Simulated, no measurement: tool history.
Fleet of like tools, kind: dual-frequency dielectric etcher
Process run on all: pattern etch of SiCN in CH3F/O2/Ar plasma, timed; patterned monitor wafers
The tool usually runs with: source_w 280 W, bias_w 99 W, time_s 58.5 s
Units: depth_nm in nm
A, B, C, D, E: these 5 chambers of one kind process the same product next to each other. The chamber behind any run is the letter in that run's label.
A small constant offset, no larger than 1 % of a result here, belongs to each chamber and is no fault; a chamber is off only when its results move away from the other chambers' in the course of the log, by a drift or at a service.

run,hour,source_w,bias_w,time_s,hours since the last wet clean,hours since the last source power generator calibration,hours since the last bias power generator calibration,"read-back reference wafer on the same gauge, depth_nm",depth_nm
1B,6.3,280,99,58.5,87.5,2591,2871.8,17.691,21.47
2A,13.5,280,99,58.5,301.3,1966.8,1524.8,17.718,21.417
3C,18.3,280,99,58.5,235.7,2167.6,506,17.717,21.759
4E,25.7,280,99,58.5,425.6,806.9,3671.1,17.707,21.652
5D,30.9,280,99,58.5,277.1,3281.6,349,17.697,21.712
6B,35.1,280,99,58.5,116.3,2619.8,2900.6,17.695,21.34
7D,42.4,350,110,58.5,288.6,3293.1,360.5,17.687,24.422
8A,47,350,110,58.5,334.8,2000.3,1558.3,17.696,24.271
9C,52.4,350,110,58.5,269.8,2201.7,540.1,17.7,24.433
10E,58.3,350,110,58.5,458.2,839.5,3703.7,17.702,24.5
11A,64.5,350,110,58.5,352.3,2017.8,1575.8,17.687,24.306
12C,69,280,99,58.5,286.4,2218.3,556.7,17.697,21.785
13E,76.5,280,99,58.5,476.4,857.7,3721.9,17.692,21.664
14B,83.8,280,99,58.5,165,2668.5,2949.3,17.699,21.476
15D,87.6,280,99,58.5,333.8,3338.3,405.7,17.703,21.635
16D,95.7,230,111,58.5,341.9,3346.4,413.8,17.702,21.195
17C,99.4,230,111,58.5,316.8,2248.7,587.1,17.716,21.12
18E,105,230,111,58.5,504.9,886.2,3750.4,17.679,21.143
19B,112.9,230,111,58.5,194.1,2697.6,2978.4,17.684,21.041
20A,120.6,230,111,58.5,408.4,2073.9,1631.9,17.695,20.906
21D,124.7,280,99,58.5,370.9,3375.4,442.8,17.692,21.647
22E,129,280,99,58.5,528.9,910.2,3774.4,17.708,21.638
23B,134.4,280,99,58.5,215.6,2719.1,2999.9,17.707,21.475
24C,138.6,280,99,58.5,356,2287.9,626.3,17.679,21.692
25A,145.4,220,87,58.5,433.2,2098.7,1656.7,17.703,18.61
26E,150.8,220,87,58.5,550.7,932,3796.2,17.716,18.803
27A,156.4,220,87,58.5,444.2,2109.7,1667.7,17.696,18.617
28C,161,220,87,58.5,378.4,2310.3,648.7,17.7,18.974
29B,166,220,87,58.5,247.2,2750.7,3031.5,17.695,18.778
30D,172.9,280,99,58.5,419.1,3423.6,491,17.701,21.588
31C,176.7,280,114,58.5,394.1,2326,664.4,17.705,22.817

Each of the 5 chambers runs these same settings next. Fill in every chamber's results:
32A,182.5,280,99,58.5,,,,,?
32B,182.5,280,99,58.5,,,,,?
32C,182.5,280,99,58.5,,,,,?
32D,182.5,280,99,58.5,,,,,?
32E,182.5,280,99,58.5,,,,,?

run,depth_nm
32A,21.36
32B,21.54
32C,21.837
32D,21.466
32E,21.524
